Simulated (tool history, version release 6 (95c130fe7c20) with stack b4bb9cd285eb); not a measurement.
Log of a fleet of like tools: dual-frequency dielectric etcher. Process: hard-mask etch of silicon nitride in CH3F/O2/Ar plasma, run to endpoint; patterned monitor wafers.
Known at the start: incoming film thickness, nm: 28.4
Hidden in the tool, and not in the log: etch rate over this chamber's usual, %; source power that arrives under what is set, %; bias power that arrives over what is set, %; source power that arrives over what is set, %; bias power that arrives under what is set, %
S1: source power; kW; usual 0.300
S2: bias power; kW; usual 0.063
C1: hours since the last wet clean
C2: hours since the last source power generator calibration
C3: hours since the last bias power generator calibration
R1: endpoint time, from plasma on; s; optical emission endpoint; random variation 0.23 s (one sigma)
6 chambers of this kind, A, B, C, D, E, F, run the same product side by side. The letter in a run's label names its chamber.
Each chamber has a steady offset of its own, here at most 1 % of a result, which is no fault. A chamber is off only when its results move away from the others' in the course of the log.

| run | hour | S1 | S2 | C1 | C2 | C3 | R1 |
|---|---|---|---|---|---|---|---|
| 1E | 12.8 | 0.300 | 0.063 | 103.0 | 37.7 | 248.7 | 48.141 |
| 2F | 24.4 | 0.300 | 0.063 | 234.6 | 2986.3 | 1272.1 | 48.496 |
| 3C | 37.6 | 0.300 | 0.063 | 93.4 | 1742.9 | 1463.0 | 47.759 |
| 4B | 49.0 | 0.300 | 0.063 | 70.0 | 2461.8 | 1516.5 | 47.937 |
| 5A | 62.7 | 0.300 | 0.063 | 307.0 | 1894.2 | 1463.3 | 48.059 |
| 6D | 72.1 | 0.300 | 0.063 | 122.9 | 647.0 | 1696.9 | 48.022 |
|  | 78.3 | chamber C: source power generator calibrated |
| 7E | 81.4 | 0.300 | 0.063 | 171.6 | 106.3 | 317.3 | 48.629 |
| 8C | 89.7 | 0.360 | 0.063 | 145.5 | 11.4 | 1515.1 | 44.461 |
| 9B | 101.9 | 0.360 | 0.063 | 122.9 | 2514.7 | 1569.4 | 44.876 |
| 10F | 113.1 | 0.360 | 0.063 | 323.3 | 3075.0 | 1360.8 | 45.027 |
| 11D | 122.6 | 0.360 | 0.063 | 173.4 | 697.5 | 1747.4 | 44.980 |
|  | 128.1 | chamber D: bias power generator calibrated |
| 12A | 136.5 | 0.360 | 0.063 | 380.8 | 1968.0 | 1537.1 | 44.988 |
| 13F | 143.1 | 0.360 | 0.063 | 353.3 | 3105.0 | 1390.8 | 44.698 |
| 14C | 155.4 | 0.300 | 0.063 | 211.2 | 77.1 | 1580.8 | 47.600 |
| 15D | 163.2 | 0.300 | 0.063 | 214.0 | 738.1 | 35.1 | 47.908 |
| 16B | 170.0 | 0.300 | 0.063 | 191.0 | 2582.8 | 1637.5 | 48.528 |
| 17E | 182.1 | 0.300 | 0.063 | 272.3 | 207.0 | 418.0 | 48.317 |
| 18A | 195.0 | 0.300 | 0.063 | 439.3 | 2026.5 | 1595.6 | 48.163 |
| 19F | 207.4 | 0.300 | 0.063 | 417.6 | 3169.3 | 1455.1 | 48.249 |
| 20A | 215.9 | 0.300 | 0.063 | 460.2 | 2047.4 | 1616.5 | 48.534 |
| 21D | 225.8 | 0.300 | 0.063 | 276.6 | 800.7 | 97.7 | 48.388 |
| 22C | 234.7 | 0.300 | 0.063 | 290.5 | 156.4 | 1660.1 | 47.772 |
|  | 243.7 | chamber F: wet clean of the chamber |
|  | 246.4 | chamber A: wet clean of the chamber |
| 23B | 247.6 | 0.350 | 0.049 | 268.6 | 2660.4 | 1715.1 | 49.449 |
| 24E | 260.3 | 0.350 | 0.049 | 350.5 | 285.2 | 496.2 | 49.597 |
|  | 260.9 | chamber A: bias power generator calibrated |
| 25E | 273.4 | 0.350 | 0.049 | 363.6 | 298.3 | 509.3 | 49.579 |
| 26D | 280.1 | 0.350 | 0.049 | 330.9 | 855.0 | 152.0 | 49.324 |
| 27B | 293.9 | 0.350 | 0.049 | 314.9 | 2706.7 | 1761.4 | 49.387 |
| 28C | 306.5 | 0.350 | 0.049 | 362.3 | 228.2 | 1731.9 | 48.931 |
| 29F | 319.4 | 0.300 | 0.063 | 75.8 | 3281.3 | 1567.1 | 48.172 |
| 30A | 328.7 | 0.300 | 0.063 | 82.4 | 2160.2 | 67.8 | 48.106 |
|  | 330.8 | chamber E: wet clean of the chamber |
| 31A | 338.2 | 0.300 | 0.063 | 91.9 | 2169.7 | 77.3 | 47.935 |
| 32D | 344.3 | 0.300 | 0.063 | 395.1 | 919.2 | 216.2 | 47.944 |
|  | 356.2 | chamber B: wet clean of the chamber |
| 33E | 357.7 | 0.300 | 0.063 | 26.9 | 382.6 | 593.6 | 47.921 |
| 34F | 366.5 | 0.300 | 0.063 | 122.9 | 3328.4 | 1614.2 | 48.633 |
| 35C | 374.4 | 0.300 | 0.063 | 430.2 | 296.1 | 1799.8 | 47.845 |
| 36B | 380.7 | 0.300 | 0.063 | 24.6 | 2793.5 | 1848.2 | 48.399 |
|  | 386.9 | chamber C: wet clean of the chamber |
| 37F | 389.7 | 0.300 | 0.063 | 146.1 | 3351.6 | 1637.4 | 48.335 |
| 38C | 403.8 | 0.300 | 0.063 | 16.9 | 325.5 | 1829.2 | 47.957 |

Next, every chamber runs the same settings. What will each give?
| 39A | 413.8 | 0.300 | 0.054 |  |  |  | ? |
| 39B | 413.8 | 0.300 | 0.054 |  |  |  | ? |
| 39C | 413.8 | 0.300 | 0.054 |  |  |  | ? |
| 39D | 413.8 | 0.300 | 0.054 |  |  |  | ? |
| 39E | 413.8 | 0.300 | 0.054 |  |  |  | ? |
| 39F | 413.8 | 0.300 | 0.054 |  |  |  | ? |

| run | R1 |
|---|---|
| 39A | 50.185 |
| 39B | 50.530 |
| 39C | 50.509 |
| 39D | 50.914 |
| 39E | 50.432 |
| 39F | 51.261 |

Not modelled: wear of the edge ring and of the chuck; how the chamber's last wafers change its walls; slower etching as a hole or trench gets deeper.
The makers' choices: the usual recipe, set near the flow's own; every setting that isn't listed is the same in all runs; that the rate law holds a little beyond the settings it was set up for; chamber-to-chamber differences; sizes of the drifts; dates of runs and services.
